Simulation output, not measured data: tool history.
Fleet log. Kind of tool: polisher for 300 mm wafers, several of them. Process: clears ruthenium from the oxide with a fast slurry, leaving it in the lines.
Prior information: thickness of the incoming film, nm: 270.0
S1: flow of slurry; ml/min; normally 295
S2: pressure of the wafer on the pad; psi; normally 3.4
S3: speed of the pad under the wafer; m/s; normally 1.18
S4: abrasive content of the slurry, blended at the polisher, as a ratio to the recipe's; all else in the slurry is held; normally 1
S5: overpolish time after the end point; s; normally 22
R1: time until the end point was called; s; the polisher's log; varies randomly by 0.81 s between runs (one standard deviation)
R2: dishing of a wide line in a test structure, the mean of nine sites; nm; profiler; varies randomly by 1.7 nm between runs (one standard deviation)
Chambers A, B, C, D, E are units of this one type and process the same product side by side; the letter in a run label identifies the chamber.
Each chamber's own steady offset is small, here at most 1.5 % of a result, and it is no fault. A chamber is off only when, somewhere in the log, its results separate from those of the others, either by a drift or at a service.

run,hour,S1,S2,S3,S4,S5,R1,R2
1D,7.1,295,3.4,1.18,1,22,51.716,85.325
2B,11.4,295,3.4,1.18,1,22,50.191,83.834
# hour 12.4: chamber C: worn pad replaced by a new one
3C,15.6,295,3.4,1.18,1,22,51.742,81.977
# hour 17.1: chamber D: worn pad replaced by a new one
# hour 20.9: chamber B: slurry blender recalibrated
# hour 22.2: chamber E: slurry blender recalibrated
4A,24.4,295,3.4,1.18,1,22,52.136,83.798
5E,32.4,295,3.4,1.18,1,22,50.701,84.174
# hour 38.3: chamber E: worn pad replaced by a new one
6C,41,295,3.4,1.02,0.9,22,62.499,71.551
7E,49.8,295,3.4,1.02,0.9,22,64.006,73.739
8D,58.6,295,3.4,1.02,0.9,22,64.626,71.987
9B,66.5,295,3.4,1.02,0.9,22,62.621,70.919
# hour 69: chamber B: worn pad replaced by a new one
10A,72,295,3.4,1.02,0.9,22,62.44,75.308
11D,81.1,295,3.4,1.18,1,22,54.86,82.745
12C,90.2,295,3.4,1.18,0.9,16,53.675,62.532
13B,96.1,295,3.4,1.18,0.9,16,54.347,63.18
14A,102.5,295,3.4,1.18,0.9,16,54.885,62.193
# hour 102.9: chamber A: worn pad replaced by a new one
# hour 107.7: chamber C: head pressure recalibrated
15E,107.8,295,3.4,1.18,0.9,16,53.895,63.941
16B,114.8,295,3.4,1.18,0.9,16,54.011,64.511
17E,123.6,295,2.6,0.86,1,22,91.094,51.434
18D,130.3,295,2.6,0.86,1,22,104.12,46.941
# hour 131.3: chamber D: head pressure recalibrated
# hour 132.4: chamber D: worn pad replaced by a new one
19A,136,295,2.6,0.86,1,22,91.796,50.009
20C,142.4,295,2.6,0.86,1,22,90.807,51.726
# hour 142.5: chamber C: worn pad replaced by a new one
# hour 145.3: chamber E: slurry blender recalibrated
21A,150.6,295,2.6,0.86,1,22,93.061,50.451
22E,157.2,295,3.4,1.18,1,22,49.587,83.746
# hour 161.2: chamber B: worn pad replaced by a new one
23D,162,295,3.4,1.18,1,22,57.791,77.963
24C,168.2,295,3.4,1.18,1,22,50.71,82.403
# hour 169.8: chamber D: slurry nozzle cleaned
25B,172.6,295,3.4,1.18,0.8,22,57.669,76.823
26A,181.7,295,3.4,1.18,0.8,22,59.439,73.662
27B,187.5,295,3.4,1.18,0.8,22,57.394,78.475
# hour 189.2: chamber E: slurry nozzle cleaned
28C,192.1,295,3.4,1.18,0.8,22,57.929,77.537
29E,200,295,3.4,1.18,0.8,22,56.725,77.487
30D,208.6,295,3.4,1.18,0.75,11,71.069,35.495

Which is it: a chamber that has drifted or been left off by a service, a gauge drift common to all chambers, or only each chamber's usual small offset? If a chamber is off, name it and its likeliest cause.

It is chamber D that slowly wanders off from its peers.
Cause: abrasive missing from the slurry, % = 31.5.

Chamber D could run next with any of the 4 candidate recipes listed below; each alters the usual settings, and their results appear as question marks. Which one brings its results back in line with what the other chambers deliver on the usual settings?
Counts as in line when no further than this from what the other chambers average on the usual settings: R1 2.8 s; R2 6 nm
31D-1,215.2,295,3.7,1.28,1.05,22,?,?
31D-2,215.2,290,2.9,1,0.95,23,?,?
31D-3,215.2,300,4,1.38,1.05,22,?,?
31D-4,215.2,295,3.1,1.1,0.95,23,?,?

Mean of the other chambers on the usual settings: R1 51.455 s; R2 84.297 nm
run,R1,R2
31D-1,51.211,86.23
31D-2,88.552,56.868
31D-3,43.84,97.156
31D-4,75.146,65.424
31D-1 puts the chamber back in line with the other chambers.
